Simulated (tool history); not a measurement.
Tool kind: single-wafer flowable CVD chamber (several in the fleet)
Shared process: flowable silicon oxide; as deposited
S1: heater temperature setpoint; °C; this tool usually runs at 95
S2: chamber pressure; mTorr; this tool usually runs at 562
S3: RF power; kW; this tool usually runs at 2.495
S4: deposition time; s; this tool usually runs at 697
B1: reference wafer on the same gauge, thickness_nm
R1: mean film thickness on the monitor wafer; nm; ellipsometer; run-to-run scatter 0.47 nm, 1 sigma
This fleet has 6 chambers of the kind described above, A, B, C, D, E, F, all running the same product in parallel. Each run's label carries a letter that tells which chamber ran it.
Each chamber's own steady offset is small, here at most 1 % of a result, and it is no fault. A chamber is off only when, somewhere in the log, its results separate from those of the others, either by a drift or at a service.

| run | day | S1 | S2 | S3 | S4 | B1 | R1 |
|---|---|---|---|---|---|---|---|
| 1C | 0.121 | 95 | 562 | 2.495 | 697 | 263.07 | 323.00 |
| 2A | 0.283 | 95 | 562 | 2.495 | 697 | 263.11 | 320.19 |
| 3B | 0.504 | 95 | 562 | 2.495 | 697 | 263.11 | 320.75 |
| 4D | 0.671 | 95 | 562 | 2.495 | 697 | 263.09 | 322.73 |
| 5E | 0.875 | 95 | 562 | 2.495 | 697 | 263.25 | 321.58 |
| 6F | 1.021 | 95 | 562 | 2.495 | 697 | 263.21 | 316.80 |
| 7F | 1.254 | 95 | 562 | 2.495 | 697 | 263.22 | 317.10 |
| 8D | 1.483 | 95 | 562 | 2.495 | 697 | 263.34 | 322.40 |
| 9C | 1.679 | 95 | 562 | 2.495 | 697 | 263.43 | 322.15 |
| 10B | 1.900 | 81 | 562 | 2.495 | 697 | 263.44 | 496.23 |
|  | 1.992 | chamber F: RF generator calibrated |
| 11A | 2.062 | 81 | 562 | 2.495 | 697 | 263.50 | 493.29 |
| 12E | 2.242 | 81 | 562 | 2.495 | 697 | 263.60 | 496.25 |
| 13A | 2.450 | 81 | 562 | 2.495 | 697 | 263.58 | 493.32 |
| 14E | 2.629 | 81 | 562 | 2.495 | 697 | 263.59 | 495.89 |
| 15F | 2.779 | 81 | 562 | 2.495 | 697 | 263.76 | 491.71 |
| 16C | 2.921 | 95 | 562 | 2.495 | 697 | 263.73 | 323.24 |
| 17D | 3.038 | 95 | 562 | 2.495 | 697 | 263.64 | 322.48 |
| 18B | 3.279 | 95 | 562 | 2.495 | 697 | 263.75 | 321.24 |
| 19C | 3.454 | 95 | 562 | 2.495 | 697 | 263.80 | 323.62 |
| 20B | 3.658 | 95 | 562 | 2.495 | 697 | 263.89 | 321.00 |
| 21A | 3.892 | 95 | 562 | 2.495 | 697 | 264.01 | 320.95 |
| 22E | 4.071 | 95 | 562 | 2.495 | 697 | 264.01 | 323.09 |
|  | 4.083 | chamber E: capacitance manometer re-zeroed and calibrated |
| 23F | 4.208 | 95 | 562 | 2.495 | 697 | 263.99 | 318.01 |
| 24D | 4.446 | 95 | 678 | 2.905 | 697 | 264.06 | 427.75 |
| 25A | 4.683 | 95 | 678 | 2.905 | 697 | 264.10 | 422.32 |
| 26D | 4.833 | 95 | 678 | 2.905 | 697 | 264.06 | 426.33 |
| 27E | 5.058 | 95 | 678 | 2.905 | 697 | 264.08 | 425.49 |
| 28C | 5.175 | 95 | 678 | 2.905 | 697 | 264.24 | 428.06 |
| 29B | 5.308 | 95 | 678 | 2.905 | 697 | 264.24 | 423.32 |
| 30F | 5.546 | 95 | 562 | 2.495 | 697 | 264.42 | 318.67 |
| 31F | 5.796 | 101 | 459 | 2.495 | 697 | 264.27 | 193.80 |
| 32D | 5.971 | 101 | 459 | 2.495 | 697 | 264.41 | 197.81 |
| 33A | 6.200 | 101 | 459 | 2.495 | 697 | 264.43 | 200.08 |
| 34E | 6.362 | 101 | 459 | 2.495 | 697 | 264.47 | 198.92 |
| 35B | 6.608 | 101 | 459 | 2.495 | 697 | 264.66 | 197.98 |
| 36C | 6.746 | 101 | 459 | 2.495 | 697 | 264.54 | 198.59 |

All 6 chambers run these settings next. Forecast each chamber's results:
| 37A | 6.929 | 95 | 562 | 2.495 | 697 |  | ? |
| 37B | 6.929 | 95 | 562 | 2.495 | 697 |  | ? |
| 37C | 6.929 | 95 | 562 | 2.495 | 697 |  | ? |
| 37D | 6.929 | 95 | 562 | 2.495 | 697 |  | ? |
| 37E | 6.929 | 95 | 562 | 2.495 | 697 |  | ? |
| 37F | 6.929 | 95 | 562 | 2.495 | 697 |  | ? |

| run | R1 |
|---|---|
| 37A | 321.53 |
| 37B | 322.33 |
| 37C | 324.23 |
| 37D | 324.68 |
| 37E | 323.68 |
| 37F | 318.14 |

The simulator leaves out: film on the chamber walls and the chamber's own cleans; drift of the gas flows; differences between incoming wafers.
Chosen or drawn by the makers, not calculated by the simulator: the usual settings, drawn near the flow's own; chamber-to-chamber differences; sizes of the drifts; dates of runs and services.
